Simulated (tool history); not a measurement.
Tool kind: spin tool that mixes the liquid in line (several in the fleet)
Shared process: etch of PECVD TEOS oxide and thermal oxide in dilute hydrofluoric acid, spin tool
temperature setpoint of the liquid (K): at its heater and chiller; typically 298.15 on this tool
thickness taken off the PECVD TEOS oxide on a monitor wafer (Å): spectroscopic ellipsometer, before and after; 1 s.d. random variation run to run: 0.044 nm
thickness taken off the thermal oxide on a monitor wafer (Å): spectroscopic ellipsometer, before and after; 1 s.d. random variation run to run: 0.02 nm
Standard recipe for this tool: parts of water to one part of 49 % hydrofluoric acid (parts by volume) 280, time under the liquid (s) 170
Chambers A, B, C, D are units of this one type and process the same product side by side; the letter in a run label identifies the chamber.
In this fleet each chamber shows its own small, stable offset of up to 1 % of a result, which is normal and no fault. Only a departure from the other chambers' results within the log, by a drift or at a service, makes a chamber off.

| run | day | temperature setpoint of the liquid (K) | parts of water to one part of 49 % hydrofluoric acid (parts by volume) | time under the liquid (s) | hours since the thermometer was replaced | hours since the hydrofluoric acid flow meter was replaced | read-back film thickness of the PECVD TEOS oxide reference wafer, read on the same gauge (nm) | read-back film thickness of the thermal oxide reference wafer, read on the same gauge (nm) | thickness taken off the PECVD TEOS oxide on a monitor wafer (Å) | thickness taken off the thermal oxide on a monitor wafer (Å) |
|---|---|---|---|---|---|---|---|---|---|---|
| 1C | 0.158 | 298.15 | 280 | 170 | 362.1 | 1439.8 | 60.036 | 29.989 | 56.386 | 24.069 |
| 2B | 0.333 | 298.15 | 280 | 170 | 770.3 | 658.5 | 60.029 | 29.974 | 55.417 | 23.829 |
| 3D | 0.504 | 298.15 | 280 | 170 | 2173.4 | 590.9 | 59.967 | 29.977 | 55.351 | 24.492 |
| 4A | 0.675 | 298.15 | 280 | 170 | 1416.6 | 472.8 | 60.024 | 29.985 | 55.643 | 23.954 |
| 5C | 0.888 | 298.15 | 280 | 170 | 379.6 | 1457.3 | 60.047 | 30.013 | 57.078 | 24.032 |
| 6D | 1.096 | 298.15 | 280 | 170 | 2187.6 | 605.1 | 59.95 | 29.99 | 56.204 | 24.149 |
| 7B | 1.308 | 296.65 | 280 | 235 | 793.7 | 681.9 | 59.98 | 30.017 | 71.382 | 31.284 |
| 8A | 1.433 | 296.65 | 280 | 235 | 1434.8 | 491 | 59.977 | 29.965 | 72.636 | 31.978 |
| 9C | 1.554 | 296.65 | 280 | 235 | 395.6 | 1473.3 | 60.014 | 30.049 | 73.105 | 31.722 |
| 10D | 1.688 | 296.65 | 280 | 235 | 2201.8 | 619.3 | 59.992 | 29.987 | 73.339 | 31.72 |
| 11A | 1.8 | 298.15 | 280 | 170 | 1443.6 | 499.8 | 60.017 | 30.005 | 55.647 | 24.145 |
| 12B | 1.925 | 298.15 | 280 | 170 | 808.5 | 696.7 | 60.035 | 29.99 | 55.681 | 24.192 |
| 13C | 2.079 | 298.15 | 280 | 170 | 408.2 | 1485.9 | 60.029 | 30.003 | 55.822 | 24.399 |
| 14A | 2.258 | 296.15 | 280 | 170 | 1454.6 | 510.8 | 59.982 | 30.018 | 51.667 | 22.719 |
| 15D | 2.388 | 296.15 | 280 | 170 | 2218.6 | 636.1 | 60.014 | 30.004 | 52.122 | 22.531 |
| 16B | 2.546 | 296.15 | 280 | 170 | 823.4 | 711.6 | 59.966 | 29.973 | 52.028 | 22.696 |
| 17B | 2.679 | 296.15 | 280 | 170 | 826.6 | 714.8 | 59.993 | 30.055 | 52.318 | 22.674 |
| 18C | 2.892 | 298.15 | 280 | 170 | 427.7 | 1505.4 | 60.014 | 30.045 | 55.882 | 24.007 |
| 19A | 3.067 | 298.15 | 280 | 170 | 1474 | 530.2 | 60.042 | 30.02 | 55.889 | 24.321 |
| 20D | 3.192 | 298.15 | 280 | 170 | 2237.9 | 655.4 | 59.946 | 30.014 | 55.017 | 24.126 |
| 21A | 3.404 | 298.15 | 280 | 170 | 1482.1 | 538.3 | 60.018 | 30.004 | 55.489 | 23.86 |
| 22B | 3.642 | 295.65 | 280 | 225 | 849.7 | 737.9 | 60.01 | 30.019 | 68.5 | 29.928 |
| 23C | 3.792 | 295.65 | 280 | 225 | 449.3 | 1527 | 59.969 | 30.017 | 66.936 | 29.476 |
| 24D | 4.033 | 295.65 | 280 | 225 | 2258.1 | 675.6 | 59.986 | 30.052 | 67.733 | 29.475 |
| 25B | 4.221 | 295.65 | 280 | 225 | 863.6 | 751.8 | 60.005 | 29.998 | 70.643 | 29.99 |
| 26A | 4.358 | 298.15 | 280 | 170 | 1505 | 561.2 | 60.014 | 29.944 | 55.789 | 24.327 |
| 27C | 4.471 | 298.15 | 280 | 170 | 465.6 | 1543.3 | 60.074 | 29.988 | 56.719 | 24.195 |
| 28D | 4.721 | 298.15 | 280 | 255 | 2274.6 | 692.1 | 59.973 | 30.008 | 85.214 | 36.536 |
| 29A | 4.954 | 298.15 | 280 | 255 | 1519.3 | 575.5 | 60.03 | 30.009 | 83.039 | 35.978 |
| 30D | 5.196 | 298.15 | 280 | 255 | 2286 | 703.5 | 60.038 | 29.999 | 84.471 | 36.338 |
|  | 5.242 | chamber D: thermometer replaced |
| 31B | 5.358 | 298.15 | 280 | 255 | 890.9 | 779.1 | 59.995 | 29.985 | 87.728 | 38.092 |
| 32C | 5.512 | 298.15 | 280 | 170 | 490.6 | 1568.3 | 60.019 | 29.977 | 55.873 | 24.371 |
| 33B | 5.762 | 298.15 | 280 | 170 | 900.6 | 788.8 | 60.022 | 30.029 | 60.164 | 25.728 |
| 34A | 5.95 | 298.15 | 280 | 170 | 1543.2 | 599.4 | 60.02 | 30.04 | 55.234 | 24.492 |
| 35D | 6.062 | 298.15 | 280 | 170 | 19.7 | 724.3 | 59.97 | 30.017 | 55.639 | 24.051 |

Is one chamber off against the others, does the gauge drift, or is nothing wrong? If a chamber is off, say which, and what the likeliest cause is.

Chamber B drifts away from the others.
What lies behind it: hydrofluoric acid flow above the setpoint (%) = 7.06.
From this log alone, it may not be told apart from: liquid hotter than its thermometer reads (K).

Chamber B could run next with any of the 4 candidate recipes listed below; each alters the usual settings, and their results appear as question marks. Which one brings its results back in line with what the other chambers deliver on the usual settings?
Maximum distance from the other chambers' mean on the usual settings for a result to count as in line: thickness taken off the PECVD TEOS oxide on a monitor wafer (Å) 1.6; thickness taken off the thermal oxide on a monitor wafer (Å) 0.71
| 36B-1 | 6.242 | 298.15 | 270 | 175 |  |  |  |  | ? | ? |
| 36B-2 | 6.242 | 298.15 | 285 | 170 |  |  |  |  | ? | ? |
| 36B-3 | 6.242 | 298.15 | 275 | 170 |  |  |  |  | ? | ? |
| 36B-4 | 6.242 | 298.15 | 290 | 165 |  |  |  |  | ? | ? |

What the other chambers average on the usual settings: thickness taken off the PECVD TEOS oxide on a monitor wafer (Å) 55.798; thickness taken off the thermal oxide on a monitor wafer (Å) 24.153
| run | thickness taken off the PECVD TEOS oxide on a monitor wafer (Å) | thickness taken off the thermal oxide on a monitor wafer (Å) |
|---|---|---|
| 36B-1 | 64.9 | 28.205 |
| 36B-2 | 58.846 | 25.574 |
| 36B-3 | 61.594 | 26.768 |
| 36B-4 | 55.855 | 24.274 |
Change 36B-4 lands the chamber within the allowed miss of the other chambers.
